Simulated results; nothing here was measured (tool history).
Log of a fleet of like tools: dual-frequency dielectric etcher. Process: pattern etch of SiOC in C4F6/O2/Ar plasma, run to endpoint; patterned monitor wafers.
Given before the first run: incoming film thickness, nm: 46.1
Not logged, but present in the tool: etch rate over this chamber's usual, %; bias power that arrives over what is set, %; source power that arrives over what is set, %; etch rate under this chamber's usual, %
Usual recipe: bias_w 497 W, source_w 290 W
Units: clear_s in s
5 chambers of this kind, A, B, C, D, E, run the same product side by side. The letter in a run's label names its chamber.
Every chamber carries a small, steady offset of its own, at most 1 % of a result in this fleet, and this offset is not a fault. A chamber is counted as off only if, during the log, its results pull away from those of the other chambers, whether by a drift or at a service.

| run | hour | bias_w | source_w | hours since the last wet clean | hours since the last bias power generator calibration | hours since the last source power generator calibration | clear_s |
|---|---|---|---|---|---|---|---|
| 1E | 6.2 | 497 | 290 | 189.5 | 3798.1 | 1760.2 | 17.423 |
| 2C | 14.8 | 497 | 290 | 250.3 | 884.2 | 3009.7 | 17.495 |
| 3D | 26.2 | 497 | 290 | 316.0 | 1328.3 | 57.0 | 17.417 |
| 4B | 35.3 | 497 | 290 | 91.6 | 2442.3 | 2301.0 | 17.380 |
| 5A | 42.7 | 497 | 290 | 385.4 | 2417.3 | 1607.4 | 17.398 |
| 6E | 48.5 | 497 | 290 | 231.8 | 3840.4 | 1802.5 | 17.389 |
|  | 53.6 | chamber A: wet clean of the chamber |
|  | 54.6 | chamber E: source power generator calibrated |
| 7B | 55.9 | 497 | 290 | 112.2 | 2462.9 | 2321.6 | 17.514 |
| 8D | 63.5 | 497 | 290 | 353.3 | 1365.6 | 94.3 | 17.530 |
| 9C | 71.1 | 497 | 290 | 306.6 | 940.5 | 3066.0 | 17.433 |
| 10A | 78.7 | 497 | 290 | 25.1 | 2453.3 | 1643.4 | 17.324 |
| 11A | 90.0 | 497 | 290 | 36.4 | 2464.6 | 1654.7 | 17.420 |
| 12D | 96.6 | 497 | 290 | 386.4 | 1398.7 | 127.4 | 17.465 |
| 13C | 106.9 | 497 | 290 | 342.4 | 976.3 | 3101.8 | 17.405 |
| 14E | 113.3 | 497 | 290 | 296.6 | 3905.2 | 58.8 | 17.414 |
| 15B | 119.0 | 497 | 290 | 175.3 | 2526.0 | 2384.7 | 17.436 |
| 16A | 126.6 | 497 | 320 | 73.0 | 2501.2 | 1691.3 | 16.802 |
| 17B | 133.1 | 497 | 320 | 189.4 | 2540.1 | 2398.8 | 16.866 |
| 18C | 140.9 | 497 | 320 | 376.4 | 1010.3 | 3135.8 | 16.814 |
| 19E | 148.5 | 497 | 320 | 331.8 | 3940.4 | 94.0 | 16.666 |
|  | 153.4 | chamber B: bias power generator calibrated |
| 20D | 154.1 | 497 | 320 | 443.9 | 1456.2 | 184.9 | 16.940 |
| 21D | 163.7 | 497 | 290 | 453.5 | 1465.8 | 194.5 | 17.409 |
| 22A | 169.2 | 422 | 330 | 115.6 | 2543.8 | 1733.9 | 17.752 |
| 23C | 178.1 | 422 | 330 | 413.6 | 1047.5 | 3173.0 | 17.706 |
|  | 183.7 | chamber D: wet clean of the chamber |
| 24E | 187.6 | 422 | 330 | 370.9 | 3979.5 | 133.1 | 17.614 |
| 25B | 194.8 | 422 | 330 | 251.1 | 41.5 | 2460.5 | 17.674 |
| 26E | 205.3 | 422 | 330 | 388.6 | 3997.2 | 150.8 | 17.626 |
| 27A | 214.0 | 497 | 290 | 160.4 | 2588.6 | 1778.7 | 17.429 |
|  | 220.8 | chamber C: wet clean of the chamber |
| 28D | 223.6 | 497 | 290 | 39.9 | 1525.7 | 254.4 | 18.114 |
| 29B | 229.9 | 497 | 290 | 286.2 | 76.6 | 2495.6 | 17.413 |
| 30C | 237.9 | 497 | 290 | 17.2 | 1107.3 | 3232.8 | 17.510 |
| 31B | 245.4 | 497 | 290 | 301.7 | 92.1 | 2511.1 | 17.437 |
| 32E | 254.1 | 497 | 290 | 437.4 | 4046.0 | 199.6 | 17.572 |
| 33D | 260.6 | 497 | 290 | 76.9 | 1562.7 | 291.4 | 18.136 |
| 34A | 270.7 | 497 | 290 | 217.1 | 2645.3 | 1835.4 | 17.413 |
| 35C | 279.0 | 497 | 310 | 58.3 | 1148.4 | 3273.9 | 17.013 |
| 36C | 289.9 | 497 | 310 | 69.2 | 1159.3 | 3284.8 | 16.968 |
| 37E | 299.3 | 497 | 310 | 482.6 | 4091.2 | 244.8 | 17.042 |
| 38B | 308.2 | 497 | 310 | 364.5 | 154.9 | 2573.9 | 16.895 |
| 39D | 317.2 | 497 | 310 | 133.5 | 1619.3 | 348.0 | 17.693 |
| 40A | 326.7 | 497 | 290 | 273.1 | 2701.3 | 1891.4 | 17.371 |

Predict what each chamber gives when all 5 of them run the settings below next.
| 41A | 335.0 | 497 | 290 |  |  |  | ? |
| 41B | 335.0 | 497 | 290 |  |  |  | ? |
| 41C | 335.0 | 497 | 290 |  |  |  | ? |
| 41D | 335.0 | 497 | 290 |  |  |  | ? |
| 41E | 335.0 | 497 | 290 |  |  |  | ? |

| run | clear_s |
|---|---|
| 41A | 17.416 |
| 41B | 17.481 |
| 41C | 17.363 |
| 41D | 18.092 |
| 41E | 17.495 |
